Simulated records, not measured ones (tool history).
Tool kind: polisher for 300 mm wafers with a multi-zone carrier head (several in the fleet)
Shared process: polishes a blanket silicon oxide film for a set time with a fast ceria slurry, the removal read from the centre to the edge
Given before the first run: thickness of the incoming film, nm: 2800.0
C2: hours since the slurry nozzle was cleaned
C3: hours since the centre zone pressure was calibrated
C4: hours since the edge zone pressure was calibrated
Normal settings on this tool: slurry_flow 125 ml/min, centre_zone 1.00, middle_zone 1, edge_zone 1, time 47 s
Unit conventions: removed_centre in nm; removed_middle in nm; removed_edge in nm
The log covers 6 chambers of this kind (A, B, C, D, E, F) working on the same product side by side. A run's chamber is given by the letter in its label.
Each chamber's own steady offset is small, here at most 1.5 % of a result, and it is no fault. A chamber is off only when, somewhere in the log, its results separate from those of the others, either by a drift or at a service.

run 1C hour=6.8 | slurry_flow=125 centre_zone=1.00 middle_zone=1 edge_zone=1 time=47 | wafers_polished_on_this_pad=447 C2=65.7 C3=1039.6 C4=1166.9 | removed_centre=831.93 removed_middle=846.29 removed_edge=855.27
-- hour=14.5 chamber D: centre zone pressure recalibrated
run 2E hour=18.1 | slurry_flow=125 centre_zone=1.00 middle_zone=1 edge_zone=1 time=47 | wafers_polished_on_this_pad=244 C2=368.9 C3=67.2 C4=534.6 | removed_centre=840.84 removed_middle=848.71 removed_edge=842.29
-- hour=22.9 chamber D: worn pad replaced by a new one
-- hour=24.8 chamber B: worn pad replaced by a new one
run 3D hour=26.6 | slurry_flow=125 centre_zone=1.00 middle_zone=1 edge_zone=1 time=47 | wafers_polished_on_this_pad=25 C2=185.3 C3=12.2 C4=146.4 | removed_centre=835.38 removed_middle=833.90 removed_edge=837.10
run 4F hour=37.9 | slurry_flow=125 centre_zone=1.00 middle_zone=1 edge_zone=1 time=47 | wafers_polished_on_this_pad=333 C2=720.7 C3=479.7 C4=88.8 | removed_centre=853.23 removed_middle=830.66 removed_edge=828.59
run 5A hour=47.0 | slurry_flow=125 centre_zone=1.00 middle_zone=1 edge_zone=1 time=47 | wafers_polished_on_this_pad=705 C2=90.5 C3=139.3 C4=530.9 | removed_centre=843.97 removed_middle=839.26 removed_edge=843.42
-- hour=51.9 chamber C: worn pad replaced by a new one
run 6B hour=54.8 | slurry_flow=125 centre_zone=1.00 middle_zone=1 edge_zone=1 time=47 | wafers_polished_on_this_pad=203 C2=85.3 C3=735.3 C4=620.8 | removed_centre=839.89 removed_middle=832.26 removed_edge=850.83
-- hour=57.4 chamber F: centre zone pressure recalibrated
run 7D hour=60.7 | slurry_flow=125 centre_zone=1.00 middle_zone=1 edge_zone=1 time=47 | wafers_polished_on_this_pad=256 C2=219.4 C3=46.3 C4=180.5 | removed_centre=841.85 removed_middle=846.66 removed_edge=844.67
run 8E hour=71.0 | slurry_flow=125 centre_zone=1.00 middle_zone=1 edge_zone=1 time=47 | wafers_polished_on_this_pad=603 C2=421.8 C3=120.1 C4=587.5 | removed_centre=845.81 removed_middle=842.09 removed_edge=839.07
-- hour=79.2 chamber E: worn pad replaced by a new one
run 9A hour=83.8 | slurry_flow=125 centre_zone=1.00 middle_zone=1 edge_zone=1 time=47 | wafers_polished_on_this_pad=955 C2=127.3 C3=176.1 C4=567.7 | removed_centre=841.60 removed_middle=846.79 removed_edge=831.39
-- hour=86.6 chamber A: worn pad replaced by a new one
run 10B hour=90.5 | slurry_flow=125 centre_zone=1.00 middle_zone=1 edge_zone=1 time=47 | wafers_polished_on_this_pad=445 C2=121.0 C3=771.0 C4=656.5 | removed_centre=839.58 removed_middle=834.43 removed_edge=849.47
-- hour=93.9 chamber D: worn pad replaced by a new one
-- hour=96.0 chamber A: edge zone pressure recalibrated
run 11F hour=102.1 | slurry_flow=125 centre_zone=1.00 middle_zone=1 edge_zone=1 time=47 | wafers_polished_on_this_pad=768 C2=784.9 C3=44.8 C4=153.0 | removed_centre=847.08 removed_middle=824.00 removed_edge=833.71
run 12C hour=112.7 | slurry_flow=125 centre_zone=1.00 middle_zone=1 edge_zone=1 time=47 | wafers_polished_on_this_pad=412 C2=171.6 C3=1145.5 C4=1272.8 | removed_centre=831.38 removed_middle=843.06 removed_edge=836.15
run 13E hour=120.6 | slurry_flow=125 centre_zone=1.00 middle_zone=1 edge_zone=1 time=47 | wafers_polished_on_this_pad=281 C2=471.4 C3=169.7 C4=637.1 | removed_centre=847.65 removed_middle=833.84 removed_edge=856.62
-- hour=124.8 chamber F: worn pad replaced by a new one
-- hour=128.9 chamber C: slurry nozzle cleaned
run 14B hour=133.7 | slurry_flow=125 centre_zone=1.00 middle_zone=1 edge_zone=1 time=47 | wafers_polished_on_this_pad=738 C2=164.2 C3=814.2 C4=699.7 | removed_centre=852.83 removed_middle=844.54 removed_edge=868.20
run 15C hour=146.2 | slurry_flow=125 centre_zone=1.00 middle_zone=1 edge_zone=1 time=47 | wafers_polished_on_this_pad=639 C2=17.3 C3=1179.0 C4=1306.3 | removed_centre=836.39 removed_middle=835.47 removed_edge=831.94
-- hour=146.8 chamber C: worn pad replaced by a new one
-- hour=152.0 chamber B: worn pad replaced by a new one
run 16F hour=154.4 | slurry_flow=125 centre_zone=1.00 middle_zone=1 edge_zone=1 time=47 | wafers_polished_on_this_pad=201 C2=837.2 C3=97.1 C4=205.3 | removed_centre=850.61 removed_middle=836.99 removed_edge=829.21
-- hour=165.2 chamber C: centre zone pressure recalibrated
run 17A hour=165.6 | slurry_flow=125 centre_zone=1.00 middle_zone=1 edge_zone=1 time=47 | wafers_polished_on_this_pad=535 C2=209.1 C3=257.9 C4=69.6 | removed_centre=846.02 removed_middle=845.35 removed_edge=849.55
-- hour=167.1 chamber E: slurry nozzle cleaned
-- hour=168.9 chamber E: worn pad replaced by a new one
-- hour=172.1 chamber D: worn pad replaced by a new one
run 18D hour=174.5 | slurry_flow=125 centre_zone=1.00 middle_zone=1 edge_zone=1 time=47 | wafers_polished_on_this_pad=16 C2=333.2 C3=160.1 C4=294.3 | removed_centre=845.11 removed_middle=857.24 removed_edge=846.08
run 19C hour=182.9 | slurry_flow=125 centre_zone=1.00 middle_zone=1 edge_zone=1 time=47 | wafers_polished_on_this_pad=244 C2=54.0 C3=17.8 C4=1343.0 | removed_centre=840.38 removed_middle=830.06 removed_edge=835.56
run 20D hour=194.5 | slurry_flow=125 centre_zone=1.00 middle_zone=1 edge_zone=1 time=47 | wafers_polished_on_this_pad=152 C2=353.2 C3=180.1 C4=314.3 | removed_centre=839.14 removed_middle=834.67 removed_edge=848.42
-- hour=200.1 chamber A: worn pad replaced by a new one
run 21F hour=202.2 | slurry_flow=125 centre_zone=1.00 middle_zone=1 edge_zone=1 time=47 | wafers_polished_on_this_pad=525 C2=885.0 C3=144.9 C4=253.1 | removed_centre=832.72 removed_middle=833.13 removed_edge=832.33
-- hour=210.7 chamber B: slurry nozzle cleaned
run 22B hour=210.7 | slurry_flow=125 centre_zone=1.00 middle_zone=1 edge_zone=1 time=47 | wafers_polished_on_this_pad=397 C2=0.0 C3=891.2 C4=776.7 | removed_centre=857.69 removed_middle=832.58 removed_edge=856.46
run 23E hour=216.7 | slurry_flow=125 centre_zone=1.00 middle_zone=1 edge_zone=1 time=47 | wafers_polished_on_this_pad=324 C2=49.7 C3=265.8 C4=733.2 | removed_centre=846.53 removed_middle=844.45 removed_edge=860.50
-- hour=224.7 chamber F: slurry nozzle cleaned
run 24A hour=226.5 | slurry_flow=125 centre_zone=1.00 middle_zone=1 edge_zone=1 time=47 | wafers_polished_on_this_pad=179 C2=270.0 C3=318.8 C4=130.5 | removed_centre=850.04 removed_middle=849.98 removed_edge=838.95
run 25B hour=235.7 | slurry_flow=125 centre_zone=1.00 middle_zone=1 edge_zone=1 time=47 | wafers_polished_on_this_pad=567 C2=25.0 C3=916.2 C4=801.7 | removed_centre=832.54 removed_middle=837.89 removed_edge=865.23
-- hour=235.9 chamber C: worn pad replaced by a new one
-- hour=236.8 chamber D: slurry nozzle cleaned
run 26E hour=244.6 | slurry_flow=125 centre_zone=1.00 middle_zone=1 edge_zone=1 time=47 | wafers_polished_on_this_pad=513 C2=77.6 C3=293.7 C4=761.1 | removed_centre=843.07 removed_middle=836.42 removed_edge=839.84
-- hour=249.0 chamber F: worn pad replaced by a new one
-- hour=250.4 chamber D: worn pad replaced by a new one
-- hour=251.6 chamber D: edge zone pressure recalibrated
-- hour=256.5 chamber B: centre zone pressure recalibrated
run 27F hour=256.5 | slurry_flow=125 centre_zone=1.00 middle_zone=1 edge_zone=1 time=47 | wafers_polished_on_this_pad=51 C2=31.8 C3=199.2 C4=307.4 | removed_centre=849.54 removed_middle=843.43 removed_edge=827.84
-- hour=257.1 chamber E: worn pad replaced by a new one
run 28D hour=265.2 | slurry_flow=125 centre_zone=1.00 middle_zone=1 edge_zone=1 time=47 | wafers_polished_on_this_pad=100 C2=28.5 C3=250.8 C4=13.7 | removed_centre=848.58 removed_middle=852.68 removed_edge=835.79
-- hour=268.6 chamber B: worn pad replaced by a new one
run 29A hour=272.5 | slurry_flow=125 centre_zone=1.00 middle_zone=1 edge_zone=1 time=47 | wafers_polished_on_this_pad=490 C2=316.0 C3=364.8 C4=176.5 | removed_centre=839.27 removed_middle=847.83 removed_edge=838.70
run 30C hour=284.4 | slurry_flow=125 centre_zone=1.00 middle_zone=1 edge_zone=1 time=47 | wafers_polished_on_this_pad=329 C2=155.5 C3=119.3 C4=1444.5 | removed_centre=834.37 removed_middle=836.16 removed_edge=845.99
run 31E hour=291.8 | slurry_flow=125 centre_zone=1.00 middle_zone=1 edge_zone=1 time=47 | wafers_polished_on_this_pad=235 C2=124.8 C3=340.9 C4=808.3 | removed_centre=848.64 removed_middle=841.84 removed_edge=842.80
run 32D hour=299.7 | slurry_flow=125 centre_zone=1.00 middle_zone=1 edge_zone=1 time=47 | wafers_polished_on_this_pad=334 C2=63.0 C3=285.3 C4=48.2 | removed_centre=852.04 removed_middle=844.44 removed_edge=857.87
run 33F hour=309.3 | slurry_flow=85 centre_zone=0.95 middle_zone=1 edge_zone=1 time=47 | wafers_polished_on_this_pad=409 C2=84.6 C3=252.0 C4=360.2 | removed_centre=709.86 removed_middle=763.90 removed_edge=755.12
-- hour=312.1 chamber A: worn pad replaced by a new one
run 34C hour=315.1 | slurry_flow=85 centre_zone=0.95 middle_zone=1 edge_zone=1 time=47 | wafers_polished_on_this_pad=537 C2=186.2 C3=150.0 C4=1475.2 | removed_centre=697.71 removed_middle=758.37 removed_edge=780.71
run 35A hour=323.3 | slurry_flow=85 centre_zone=0.95 middle_zone=1 edge_zone=1 time=47 | wafers_polished_on_this_pad=76 C2=366.8 C3=415.6 C4=227.3 | removed_centre=705.19 removed_middle=772.37 removed_edge=775.68
run 36B hour=330.5 | slurry_flow=85 centre_zone=0.95 middle_zone=1 edge_zone=1 time=47 | wafers_polished_on_this_pad=419 C2=119.8 C3=74.0 C4=896.5 | removed_centre=712.21 removed_middle=749.34 removed_edge=790.15
-- hour=337.5 chamber E: worn pad replaced by a new one
run 37A hour=338.0 | slurry_flow=85 centre_zone=0.95 middle_zone=1 edge_zone=1 time=47 | wafers_polished_on_this_pad=175 C2=381.5 C3=430.3 C4=242.0 | removed_centre=699.75 removed_middle=763.69 removed_edge=770.09
run 38F hour=350.7 | slurry_flow=85 centre_zone=0.95 middle_zone=1 edge_zone=1 time=47 | wafers_polished_on_this_pad=689 C2=126.0 C3=293.4 C4=401.6 | removed_centre=716.96 removed_middle=756.55 removed_edge=777.31
run 39B hour=358.8 | slurry_flow=125 centre_zone=1.00 middle_zone=1 edge_zone=1 time=47 | wafers_polished_on_this_pad=611 C2=148.1 C3=102.3 C4=924.8 | removed_centre=835.99 removed_middle=832.63 removed_edge=855.34
run 40E hour=368.7 | slurry_flow=125 centre_zone=1.00 middle_zone=1 edge_zone=1 time=47 | wafers_polished_on_this_pad=211 C2=201.7 C3=417.8 C4=885.2 | removed_centre=844.82 removed_middle=845.09 removed_edge=849.05

Next, all 6 chambers run the settings below, one line each with question marks for the results. What does each chamber give?
run 41A hour=378.1 | slurry_flow=125 centre_zone=1.00 middle_zone=1 edge_zone=1 time=47 | removed_centre=? removed_middle=? removed_edge=?
run 41B hour=378.1 | slurry_flow=125 centre_zone=1.00 middle_zone=1 edge_zone=1 time=47 | removed_centre=? removed_middle=? removed_edge=?
run 41C hour=378.1 | slurry_flow=125 centre_zone=1.00 middle_zone=1 edge_zone=1 time=47 | removed_centre=? removed_middle=? removed_edge=?
run 41D hour=378.1 | slurry_flow=125 centre_zone=1.00 middle_zone=1 edge_zone=1 time=47 | removed_centre=? removed_middle=? removed_edge=?
run 41E hour=378.1 | slurry_flow=125 centre_zone=1.00 middle_zone=1 edge_zone=1 time=47 | removed_centre=? removed_middle=? removed_edge=?
run 41F hour=378.1 | slurry_flow=125 centre_zone=1.00 middle_zone=1 edge_zone=1 time=47 | removed_centre=? removed_middle=? removed_edge=?

run=41A removed_centre=854.89 removed_middle=850.85 removed_edge=839.00
run=41B removed_centre=846.58 removed_middle=846.62 removed_edge=865.37
run=41C removed_centre=832.81 removed_middle=835.18 removed_edge=865.18
run=41D removed_centre=849.46 removed_middle=851.61 removed_edge=851.44
run=41E removed_centre=844.80 removed_middle=849.66 removed_edge=842.61
run=41F removed_centre=842.95 removed_middle=834.71 removed_edge=835.03
